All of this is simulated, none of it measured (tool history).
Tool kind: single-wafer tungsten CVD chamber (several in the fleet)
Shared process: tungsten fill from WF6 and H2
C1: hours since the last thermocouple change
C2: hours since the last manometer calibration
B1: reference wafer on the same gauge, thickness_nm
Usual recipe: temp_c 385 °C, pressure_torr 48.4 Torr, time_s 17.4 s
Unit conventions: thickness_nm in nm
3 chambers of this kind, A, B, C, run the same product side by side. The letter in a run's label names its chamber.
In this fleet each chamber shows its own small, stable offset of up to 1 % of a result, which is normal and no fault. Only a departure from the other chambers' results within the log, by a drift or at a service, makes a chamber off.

{"run": "1B", "hour": 11.3, "temp_c": 385, "pressure_torr": 48.4, "time_s": 17.4, "C1": 1113, "C2": 897.6, "B1": 55.435, "thickness_nm": 47.444}
{"run": "2A", "hour": 20.9, "temp_c": 385, "pressure_torr": 48.4, "time_s": 17.4, "C1": 1251.4, "C2": 1001.8, "B1": 55.455, "thickness_nm": 46.899}
{"run": "3C", "hour": 30.1, "temp_c": 385, "pressure_torr": 48.4, "time_s": 17.4, "C1": 1902.6, "C2": 2123.2, "B1": 55.493, "thickness_nm": 47.684}
{"run": "4C", "hour": 42.0, "temp_c": 385, "pressure_torr": 48.4, "time_s": 17.4, "C1": 1914.5, "C2": 2135.1, "B1": 55.492, "thickness_nm": 47.757}
{"run": "5A", "hour": 50.7, "temp_c": 385, "pressure_torr": 48.4, "time_s": 17.4, "C1": 1281.2, "C2": 1031.6, "B1": 55.475, "thickness_nm": 46.958}
{"run": "6B", "hour": 59.0, "temp_c": 385, "pressure_torr": 48.4, "time_s": 17.4, "C1": 1160.7, "C2": 945.3, "B1": 55.503, "thickness_nm": 47.413}
{"hour": 68.1, "done": "chamber A: capacitance manometer re-zeroed and calibrated"}
{"run": "7B", "hour": 69.2, "temp_c": 385, "pressure_torr": 48.4, "time_s": 17.4, "C1": 1170.9, "C2": 955.5, "B1": 55.494, "thickness_nm": 47.737}
{"run": "8A", "hour": 75.7, "temp_c": 385, "pressure_torr": 48.4, "time_s": 17.4, "C1": 1306.2, "C2": 7.6, "B1": 55.454, "thickness_nm": 47.049}
{"run": "9C", "hour": 84.7, "temp_c": 385, "pressure_torr": 48.4, "time_s": 17.4, "C1": 1957.2, "C2": 2177.8, "B1": 55.523, "thickness_nm": 47.532}
{"run": "10B", "hour": 97.6, "temp_c": 385, "pressure_torr": 48.4, "time_s": 17.4, "C1": 1199.3, "C2": 983.9, "B1": 55.489, "thickness_nm": 47.514}
{"hour": 102.3, "done": "chamber C: thermocouple changed; heater temperature recalibrated"}
{"run": "11C", "hour": 103.4, "temp_c": 380, "pressure_torr": 53.1, "time_s": 17.4, "C1": 1.2, "C2": 2196.5, "B1": 55.489, "thickness_nm": 43.548}
{"run": "12A", "hour": 111.9, "temp_c": 380, "pressure_torr": 53.1, "time_s": 17.4, "C1": 1342.4, "C2": 43.8, "B1": 55.542, "thickness_nm": 44.632}
{"run": "13C", "hour": 119.6, "temp_c": 380, "pressure_torr": 53.1, "time_s": 17.4, "C1": 17.4, "C2": 2212.7, "B1": 55.48, "thickness_nm": 43.643}
{"run": "14B", "hour": 125.9, "temp_c": 385, "pressure_torr": 48.4, "time_s": 17.4, "C1": 1227.6, "C2": 1012.2, "B1": 55.526, "thickness_nm": 47.728}
{"run": "15A", "hour": 135.8, "temp_c": 385, "pressure_torr": 48.4, "time_s": 17.4, "C1": 1366.3, "C2": 67.7, "B1": 55.473, "thickness_nm": 46.923}
{"run": "16C", "hour": 145.3, "temp_c": 385, "pressure_torr": 48.4, "time_s": 17.4, "C1": 43.1, "C2": 2238.4, "B1": 55.444, "thickness_nm": 46.228}
{"run": "17A", "hour": 157.7, "temp_c": 385, "pressure_torr": 48.4, "time_s": 17.4, "C1": 1388.2, "C2": 89.6, "B1": 55.504, "thickness_nm": 47.185}
{"run": "18B", "hour": 169.3, "temp_c": 385, "pressure_torr": 59.6, "time_s": 17.4, "C1": 1271, "C2": 1055.6, "B1": 55.53, "thickness_nm": 52.317}
{"run": "19A", "hour": 179.5, "temp_c": 385, "pressure_torr": 59.6, "time_s": 17.4, "C1": 1410, "C2": 111.4, "B1": 55.51, "thickness_nm": 51.671}
{"run": "20C", "hour": 191.8, "temp_c": 385, "pressure_torr": 59.6, "time_s": 17.4, "C1": 89.6, "C2": 2284.9, "B1": 55.507, "thickness_nm": 50.748}
{"run": "21B", "hour": 202.4, "temp_c": 385, "pressure_torr": 48.4, "time_s": 17.4, "C1": 1304.1, "C2": 1088.7, "B1": 55.507, "thickness_nm": 47.587}
{"run": "22A", "hour": 214.9, "temp_c": 371, "pressure_torr": 48.4, "time_s": 19.1, "C1": 1445.4, "C2": 146.8, "B1": 55.477, "thickness_nm": 38.958}
{"run": "23C", "hour": 227.5, "temp_c": 371, "pressure_torr": 48.4, "time_s": 19.1, "C1": 125.3, "C2": 2320.6, "B1": 55.503, "thickness_nm": 37.862}
{"run": "24B", "hour": 236.1, "temp_c": 371, "pressure_torr": 48.4, "time_s": 19.1, "C1": 1337.8, "C2": 1122.4, "B1": 55.523, "thickness_nm": 39.24}
{"run": "25B", "hour": 248.1, "temp_c": 385, "pressure_torr": 48.4, "time_s": 17.4, "C1": 1349.8, "C2": 1134.4, "B1": 55.523, "thickness_nm": 47.75}
{"run": "26C", "hour": 261.1, "temp_c": 373, "pressure_torr": 48.4, "time_s": 17.4, "C1": 158.9, "C2": 2354.2, "B1": 55.531, "thickness_nm": 36.071}
{"run": "27A", "hour": 272.0, "temp_c": 373, "pressure_torr": 48.4, "time_s": 17.4, "C1": 1502.5, "C2": 203.9, "B1": 55.506, "thickness_nm": 36.953}
{"run": "28B", "hour": 277.8, "temp_c": 373, "pressure_torr": 48.4, "time_s": 17.4, "C1": 1379.5, "C2": 1164.1, "B1": 55.513, "thickness_nm": 37.167}

All 3 chambers run these settings next. Forecast each chamber's results:
{"run": "29A", "hour": 287.2, "temp_c": 385, "pressure_torr": 48.4, "time_s": 18.5, "thickness_nm": "?"}
{"run": "29B", "hour": 287.2, "temp_c": 385, "pressure_torr": 48.4, "time_s": 18.5, "thickness_nm": "?"}
{"run": "29C", "hour": 287.2, "temp_c": 385, "pressure_torr": 48.4, "time_s": 18.5, "thickness_nm": "?"}

run=29A thickness_nm=50.08
run=29B thickness_nm=50.622
run=29C thickness_nm=49.228
